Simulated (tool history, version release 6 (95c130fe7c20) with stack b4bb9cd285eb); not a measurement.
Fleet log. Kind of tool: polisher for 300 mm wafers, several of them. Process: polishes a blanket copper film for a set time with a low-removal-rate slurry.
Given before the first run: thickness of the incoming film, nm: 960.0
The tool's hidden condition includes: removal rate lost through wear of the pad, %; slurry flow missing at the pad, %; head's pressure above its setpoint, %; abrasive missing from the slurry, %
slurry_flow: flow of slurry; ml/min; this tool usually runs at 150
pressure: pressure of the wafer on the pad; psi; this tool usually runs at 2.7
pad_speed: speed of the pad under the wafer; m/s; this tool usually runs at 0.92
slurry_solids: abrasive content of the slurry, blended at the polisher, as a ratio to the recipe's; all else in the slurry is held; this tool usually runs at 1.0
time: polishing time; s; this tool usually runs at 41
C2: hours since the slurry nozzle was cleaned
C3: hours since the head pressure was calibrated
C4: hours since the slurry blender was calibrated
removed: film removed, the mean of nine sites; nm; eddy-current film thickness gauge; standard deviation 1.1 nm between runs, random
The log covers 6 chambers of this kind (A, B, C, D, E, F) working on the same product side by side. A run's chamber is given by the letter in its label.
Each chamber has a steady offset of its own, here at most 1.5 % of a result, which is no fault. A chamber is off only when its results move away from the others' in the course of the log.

At day 0.225: chamber E: slurry blender recalibrated.
Run 1B, day 0.362: usual settings; wafers polished on this pad 89; C2 413.7; C3 526.7; C4 51.2. Result: removed 105.610 nm.
Run 2E, day 0.862: usual settings; wafers polished on this pad 1073; C2 296.7; C3 921.9; C4 15.3. Result: removed 107.600 nm.
At day 1.146: chamber A: worn pad replaced by a new one.
Run 3A, day 1.338: usual settings; wafers polished on this pad 41; C2 93.4; C3 947.0; C4 294.4. Result: removed 103.560 nm.
At day 1.525: chamber D: slurry nozzle cleaned.
At day 1.625: chamber F: slurry blender recalibrated.
Run 4D, day 1.754: usual settings; wafers polished on this pad 1008; C2 5.6; C3 91.5; C4 255.2. Result: removed 104.730 nm.
At day 1.829: chamber C: worn pad replaced by a new one.
At day 1.862: chamber D: worn pad replaced by a new one.
At day 1.879: chamber E: worn pad replaced by a new one.
Run 5C, day 2.092: usual settings but time 52 s; wafers polished on this pad 57; C2 359.5; C3 528.6; C4 79.0. Result: removed 133.640 nm.
Run 6F, day 2.771: usual settings but time 52 s; wafers polished on this pad 909; C2 168.2; C3 632.4; C4 27.5. Result: removed 133.020 nm.
Run 7F, day 3.404: usual settings but time 52 s; wafers polished on this pad 1047; C2 183.4; C3 647.6; C4 42.7. Result: removed 131.600 nm.
Run 8D, day 4.004: usual settings but time 52 s; wafers polished on this pad 467; C2 59.6; C3 145.5; C4 309.2. Result: removed 129.280 nm.
At day 4.092: chamber F: worn pad replaced by a new one.
At day 4.362: chamber B: slurry nozzle cleaned.
At day 4.500: chamber B: worn pad replaced by a new one.
Run 9A, day 4.625: usual settings but time 52 s; wafers polished on this pad 760; C2 172.3; C3 1025.9; C4 373.3. Result: removed 130.800 nm.
At day 4.908: chamber D: slurry blender recalibrated.
Run 10E, day 5.121: usual settings but time 52 s; wafers polished on this pad 708; C2 398.9; C3 1024.1; C4 117.5. Result: removed 134.660 nm.
At day 5.258: chamber B: head pressure recalibrated.
Run 11C, day 5.479: usual settings; wafers polished on this pad 797; C2 440.8; C3 609.9; C4 160.3. Result: removed 104.150 nm.
Run 12B, day 5.892: usual settings; wafers polished on this pad 304; C2 36.7; C3 15.3; C4 183.9. Result: removed 105.250 nm.
At day 6.046: chamber A: worn pad replaced by a new one.
At day 6.112: chamber D: worn pad replaced by a new one.
Run 13D, day 6.267: usual settings but time 37 s; wafers polished on this pad 34; C2 113.9; C3 199.8; C4 32.7. Result: removed 94.564 nm.
At day 6.546: chamber A: slurry blender recalibrated.
Run 14C, day 6.712: usual settings but time 37 s; wafers polished on this pad 1066; C2 470.4; C3 639.5; C4 189.9. Result: removed 94.203 nm.
Run 15E, day 7.238: usual settings but time 37 s; wafers polished on this pad 1170; C2 449.7; C3 1074.9; C4 168.3. Result: removed 95.100 nm.
Run 16F, day 7.788: usual settings but time 37 s; wafers polished on this pad 807; C2 288.6; C3 752.8; C4 147.9. Result: removed 94.816 nm.
At day 7.804: chamber C: worn pad replaced by a new one.
At day 8.175: chamber E: worn pad replaced by a new one.
Run 17B, day 8.275: usual settings but time 37 s; wafers polished on this pad 824; C2 93.9; C3 72.5; C4 241.1. Result: removed 95.586 nm.
At day 8.708: chamber B: worn pad replaced by a new one.
Run 18A, day 8.946: usual settings but time 37 s; wafers polished on this pad 633; C2 276.0; C3 1129.6; C4 57.7. Result: removed 92.451 nm.
At day 9.208: chamber F: worn pad replaced by a new one.
At day 9.242: chamber A: head pressure recalibrated.
Run 19B, day 9.267: usual settings but slurry_flow 165 ml/min; wafers polished on this pad 121; C2 117.7; C3 96.3; C4 264.9. Result: removed 105.690 nm.
At day 9.762: chamber E: slurry blender recalibrated.
Run 20E, day 9.929: usual settings but slurry_flow 165 ml/min; wafers polished on this pad 383; C2 514.3; C3 1139.5; C4 4.1. Result: removed 107.150 nm.
At day 10.354: chamber D: worn pad replaced by a new one.
Run 21D, day 10.367: usual settings but slurry_flow 165 ml/min; wafers polished on this pad 2; C2 212.3; C3 298.2; C4 131.1. Result: removed 107.370 nm.
Run 22C, day 10.938: usual settings but slurry_flow 165 ml/min; wafers polished on this pad 684; C2 571.8; C3 740.9; C4 291.3. Result: removed 105.360 nm.
Run 23F, day 11.529: usual settings but slurry_flow 165 ml/min; wafers polished on this pad 507; C2 378.4; C3 842.6; C4 237.7. Result: removed 105.990 nm.
At day 11.683: chamber F: slurry blender recalibrated.
At day 11.750: chamber A: worn pad replaced by a new one.
Run 24A, day 11.996: usual settings but slurry_flow 165 ml/min; wafers polished on this pad 54; C2 349.2; C3 66.1; C4 130.9. Result: removed 104.230 nm.
At day 12.312: chamber D: slurry nozzle cleaned.
Run 25F, day 12.329: usual settings; wafers polished on this pad 681; C2 397.6; C3 861.8; C4 15.6. Result: removed 106.090 nm.
At day 12.412: chamber B: worn pad replaced by a new one.
Run 26E, day 12.725: usual settings; wafers polished on this pad 994; C2 581.4; C3 1206.6; C4 71.2. Result: removed 108.110 nm.
Run 27D, day 13.254: usual settings; wafers polished on this pad 633; C2 22.7; C3 367.5; C4 200.4. Result: removed 103.800 nm.
At day 13.488: chamber C: worn pad replaced by a new one.
Run 28A, day 13.821: usual settings; wafers polished on this pad 452; C2 393.0; C3 109.9; C4 174.7. Result: removed 104.450 nm.
At day 14.221: chamber E: worn pad replaced by a new one.
Run 29C, day 14.458: usual settings; wafers polished on this pad 212; C2 656.3; C3 825.4; C4 375.8. Result: removed 104.140 nm.
At day 14.508: chamber B: slurry blender recalibrated.
At day 14.542: chamber F: worn pad replaced by a new one.
Run 30B, day 14.783: usual settings; wafers polished on this pad 518; C2 250.1; C3 228.7; C4 6.6. Result: removed 106.110 nm.
Run 31A, day 15.129: usual settings; wafers polished on this pad 738; C2 424.4; C3 141.3; C4 206.1. Result: removed 103.890 nm.
At day 15.283: chamber D: worn pad replaced by a new one.
At day 15.346: chamber C: slurry blender recalibrated.
At day 15.617: chamber F: head pressure recalibrated.
Run 32C, day 15.738: usual settings but pressure 3.1 psi, slurry_solids 0.8; wafers polished on this pad 492; C2 687.0; C3 856.1; C4 9.5. Result: removed 115.220 nm.
Run 33E, day 16.038: usual settings but pressure 3.1 psi, slurry_solids 0.8; wafers polished on this pad 397; C2 660.9; C3 1286.1; C4 150.7. Result: removed 116.940 nm.
Run 34F, day 16.579: usual settings but pressure 3.1 psi, slurry_solids 0.8; wafers polished on this pad 445; C2 499.6; C3 23.1; C4 117.6. Result: removed 110.700 nm.
At day 16.838: chamber D: head pressure recalibrated.
At day 16.988: chamber B: worn pad replaced by a new one.
Run 35B, day 17.238: usual settings but pressure 3.1 psi, slurry_solids 0.8; wafers polished on this pad 55; C2 309.0; C3 287.6; C4 65.5. Result: removed 114.970 nm.
At day 17.250: chamber A: worn pad replaced by a new one.
At day 17.446: chamber E: head pressure recalibrated.
At day 17.500: chamber E: slurry nozzle cleaned.
At day 17.675: chamber D: slurry blender recalibrated.
Run 36D, day 17.900: usual settings but pressure 3.1 psi, slurry_solids 0.8; wafers polished on this pad 572; C2 134.2; C3 25.5; C4 5.5. Result: removed 113.260 nm.
At day 18.175: chamber C: worn pad replaced by a new one.
At day 18.279: chamber C: slurry nozzle cleaned.
Run 37F, day 18.304: usual settings but pressure 3.1 psi, slurry_solids 0.8; wafers polished on this pad 821; C2 541.0; C3 64.5; C4 159.0. Result: removed 106.440 nm.
At day 18.688: chamber E: slurry blender recalibrated.
Run 38A, day 18.825: usual settings but slurry_solids 0.9; wafers polished on this pad 344; C2 513.1; C3 230.0; C4 294.8. Result: removed 98.531 nm.
Run 39C, day 19.171: usual settings but slurry_solids 0.9; wafers polished on this pad 217; C2 21.5; C3 938.5; C4 91.9. Result: removed 101.320 nm.
Run 40E, day 19.758: usual settings but slurry_solids 0.9; wafers polished on this pad 1209; C2 54.2; C3 55.5; C4 25.8. Result: removed 101.630 nm.
At day 20.062: chamber D: worn pad replaced by a new one.
Run 41D, day 20.129: usual settings but slurry_solids 0.9; wafers polished on this pad 14; C2 187.7; C3 79.0; C4 59.0. Result: removed 101.430 nm.
At day 20.746: chamber E: worn pad replaced by a new one.
Run 42B, day 20.808: usual settings but slurry_solids 0.9; wafers polished on this pad 835; C2 394.7; C3 373.3; C4 151.2. Result: removed 103.310 nm.
Run 43E, day 21.479: usual settings but slurry_solids 0.9; wafers polished on this pad 160; C2 95.5; C3 96.8; C4 67.1. Result: removed 102.500 nm.

Next, every chamber runs the same settings. What will each give?
Run 44A, day 21.967: usual settings but slurry_flow 175 ml/min. Result: removed ?.
Run 44B, day 21.967: usual settings but slurry_flow 175 ml/min. Result: removed ?.
Run 44C, day 21.967: usual settings but slurry_flow 175 ml/min. Result: removed ?.
Run 44D, day 21.967: usual settings but slurry_flow 175 ml/min. Result: removed ?.
Run 44E, day 21.967: usual settings but slurry_flow 175 ml/min. Result: removed ?.
Run 44F, day 21.967: usual settings but slurry_flow 175 ml/min. Result: removed ?.

run  removed
44A  105.580
44B  107.860
44C  106.490
44D  107.620
44E  106.210
44F  101.670

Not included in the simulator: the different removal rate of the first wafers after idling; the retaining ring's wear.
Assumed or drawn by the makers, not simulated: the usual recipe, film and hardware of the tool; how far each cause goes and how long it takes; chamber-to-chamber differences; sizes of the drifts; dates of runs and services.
